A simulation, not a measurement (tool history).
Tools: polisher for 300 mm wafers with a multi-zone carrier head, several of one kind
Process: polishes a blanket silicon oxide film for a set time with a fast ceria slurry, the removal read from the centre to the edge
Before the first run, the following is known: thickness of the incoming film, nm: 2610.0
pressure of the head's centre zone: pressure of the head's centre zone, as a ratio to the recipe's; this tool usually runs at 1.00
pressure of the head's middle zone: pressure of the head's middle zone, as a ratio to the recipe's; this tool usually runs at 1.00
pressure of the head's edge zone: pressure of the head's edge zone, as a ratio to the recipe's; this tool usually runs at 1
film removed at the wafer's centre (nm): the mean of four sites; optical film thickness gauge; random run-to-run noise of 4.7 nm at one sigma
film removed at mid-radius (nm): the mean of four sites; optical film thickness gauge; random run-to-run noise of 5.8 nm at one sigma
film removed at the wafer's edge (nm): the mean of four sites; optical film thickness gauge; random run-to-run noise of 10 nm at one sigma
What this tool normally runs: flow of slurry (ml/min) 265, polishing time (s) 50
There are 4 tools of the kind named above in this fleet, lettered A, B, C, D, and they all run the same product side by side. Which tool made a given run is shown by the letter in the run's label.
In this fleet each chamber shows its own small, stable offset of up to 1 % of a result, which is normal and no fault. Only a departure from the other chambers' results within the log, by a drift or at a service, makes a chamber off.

run	hour	flow of slurry (ml/min)	pressure of the head's centre zone	pressure of the head's middle zone	pressure of the head's edge zone	polishing time (s)	wafers polished on this pad	hours since the slurry nozzle was cleaned	hours since the centre zone pressure was calibrated	hours since the edge zone pressure was calibrated	film removed at the wafer's centre (nm)	film removed at mid-radius (nm)	film removed at the wafer's edge (nm)
1C	3.4	265	1.00	1.00	1	50	318	299.2	378.6	450.0	771.17	774.16	780.35
2A	8.4	265	1.00	1.00	1	50	357	73.4	930.1	289.4	781.08	773.26	773.21
3D	15.4	265	1.00	1.00	1	50	333	531.4	150.1	22.3	761.46	784.34	765.54
4B	19.0	265	1.00	1.00	1	50	498	212.3	740.6	504.4	774.71	779.46	787.32
5B	24.7	265	0.92	1.00	1	64	567	218.0	746.3	510.1	909.37	997.44	990.59
6A	30.6	265	0.92	1.00	1	64	626	95.6	952.3	311.6	897.27	984.80	987.27
7D	33.9	265	0.92	1.00	1	64	557	549.9	168.6	40.8	896.05	1005.30	988.55
8C	39.6	265	0.92	1.00	1	64	757	335.4	414.8	486.2	897.36	994.19	995.42
9C	46.9	350	1.00	1.11	1	50	845	342.7	422.1	493.5	799.94	869.50	756.88
# hour 50.8: chamber A: worn pad replaced by a new one
10B	54.0	350	1.00	1.11	1	50	922	247.3	775.6	539.4	795.34	872.17	788.04
11A	61.3	350	1.00	1.11	1	50	127	126.3	983.0	342.3	789.01	873.79	802.22
12D	68.7	350	1.00	1.11	1	50	978	584.7	203.4	75.6	790.98	870.16	766.58
13D	74.3	265	1.00	1.00	1	50	1046	590.3	209.0	81.2	763.11	762.98	768.13
# hour 78.1: chamber C: worn pad replaced by a new one
14B	79.2	265	1.00	1.00	1	50	1227	272.5	800.8	564.6	772.72	760.65	781.22
# hour 84.7: chamber B: worn pad replaced by a new one
15C	85.0	265	1.00	1.00	1	50	83	380.8	460.2	531.6	777.15	767.19	758.00
# hour 86.8: chamber A: centre zone pressure recalibrated
16A	91.2	265	1.00	1.00	1	50	489	156.2	4.5	372.2	801.92	774.04	758.73
# hour 92.1: chamber D: worn pad replaced by a new one
17D	96.0	265	1.00	1.00	1	50	48	612.0	230.7	102.9	773.50	777.48	772.91
18C	102.4	265	1.00	1.00	1	50	294	398.2	477.6	549.0	775.82	782.54	769.92
19B	108.1	265	1.00	1.00	1	50	284	301.4	829.7	593.5	772.61	769.62	757.55
20A	112.3	215	1.00	1.00	1	50	745	177.3	25.6	393.3	783.17	741.70	735.39
21B	119.4	215	1.00	1.00	1	50	420	312.7	841.0	604.8	757.88	761.44	771.91
# hour 122.0: chamber A: worn pad replaced by a new one
22D	125.5	215	1.00	1.00	1	50	405	641.5	260.2	132.4	746.40	762.87	727.53
23C	132.6	215	1.00	1.00	1	50	660	428.4	507.8	579.2	752.32	737.65	779.74
# hour 133.6: chamber A: slurry nozzle cleaned
24A	140.0	265	0.91	1.05	1	50	218	6.5	53.3	421.0	729.43	792.64	765.52
25D	145.7	265	0.91	1.05	1	50	650	661.7	280.4	152.6	683.32	818.87	754.06

Next, all 4 chambers run the settings below, one line each with question marks for the results. What does each chamber give?
26A	151.0	265	1.00	0.91	1	50					?	?	?
26B	151.0	265	1.00	0.91	1	50					?	?	?
26C	151.0	265	1.00	0.91	1	50					?	?	?
26D	151.0	265	1.00	0.91	1	50					?	?	?

run	film removed at the wafer's centre (nm)	film removed at mid-radius (nm)	film removed at the wafer's edge (nm)
26A	807.44	707.15	774.56
26B	773.82	706.81	795.09
26C	777.75	705.05	766.39
26D	771.11	709.21	775.36
